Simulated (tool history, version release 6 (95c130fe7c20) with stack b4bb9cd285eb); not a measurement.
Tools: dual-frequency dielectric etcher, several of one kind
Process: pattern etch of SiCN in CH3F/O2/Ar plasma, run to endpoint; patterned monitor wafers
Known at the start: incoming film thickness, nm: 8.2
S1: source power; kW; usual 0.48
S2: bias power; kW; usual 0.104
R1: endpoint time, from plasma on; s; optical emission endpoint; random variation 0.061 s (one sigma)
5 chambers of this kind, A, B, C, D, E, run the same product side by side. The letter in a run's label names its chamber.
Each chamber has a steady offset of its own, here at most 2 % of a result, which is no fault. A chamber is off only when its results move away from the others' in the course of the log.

run	hour	S1	S2	R1
1E	4	0.48	0.104	17.81
2C	7.2	0.48	0.104	17.574
3D	11.2	0.48	0.104	17.944
4B	16.1	0.48	0.104	18.076
5A	21.3	0.48	0.104	18.001
6B	25.1	0.48	0.104	18.081
7C	30.3	0.48	0.104	17.661
8D	36.3	0.48	0.104	17.942
9A	40.5	0.48	0.104	17.983
# hour 40.7: chamber A: source power generator calibrated
# hour 43.6: chamber C: wet clean of the chamber
10E	46.5	0.48	0.104	17.776
11A	52.1	0.48	0.104	17.96
12E	57.6	0.48	0.104	17.742
13C	63.2	0.48	0.104	17.728
14D	67.3	0.48	0.104	18.001
15B	70.6	0.52	0.104	17.622
16A	75.5	0.52	0.104	17.414
17D	78.6	0.52	0.104	17.473
18E	82	0.52	0.104	17.307
19B	86.9	0.52	0.104	17.653
20C	91.5	0.56	0.104	16.591
21A	97.6	0.56	0.104	16.957
22E	102.4	0.56	0.104	16.792
23C	105.7	0.56	0.104	16.537
24B	110.2	0.56	0.104	17.139
25D	114.4	0.48	0.104	18.01
26B	118.8	0.48	0.104	18.154
27E	124	0.48	0.104	17.818
28A	130.6	0.48	0.104	17.853
29C	135.4	0.48	0.104	17.694
30D	140.2	0.48	0.104	17.923
31A	144.1	0.48	0.104	17.973
32D	149.6	0.48	0.104	18.082
# hour 154.9: chamber B: wet clean of the chamber
33C	154.9	0.48	0.104	17.697
34B	159.8	0.48	0.104	18.193
35E	163.1	0.48	0.104	17.755
36C	166.2	0.52	0.104	17.128
37A	170.3	0.52	0.104	17.338
38D	175.7	0.52	0.104	17.457
39B	179.5	0.52	0.104	17.614
40E	184.9	0.52	0.104	17.312
41C	190.6	0.48	0.104	17.667
42E	195.1	0.48	0.104	17.699
43B	198.2	0.48	0.104	18.179
44D	203.5	0.48	0.104	18.005

What goes on in this fleet: one chamber off, a drifting gauge, or nothing beyond the chambers' own small offsets? Name the chamber and the cause, if any.

No chamber stands off beyond its own small offset, and the gauge holds steady.
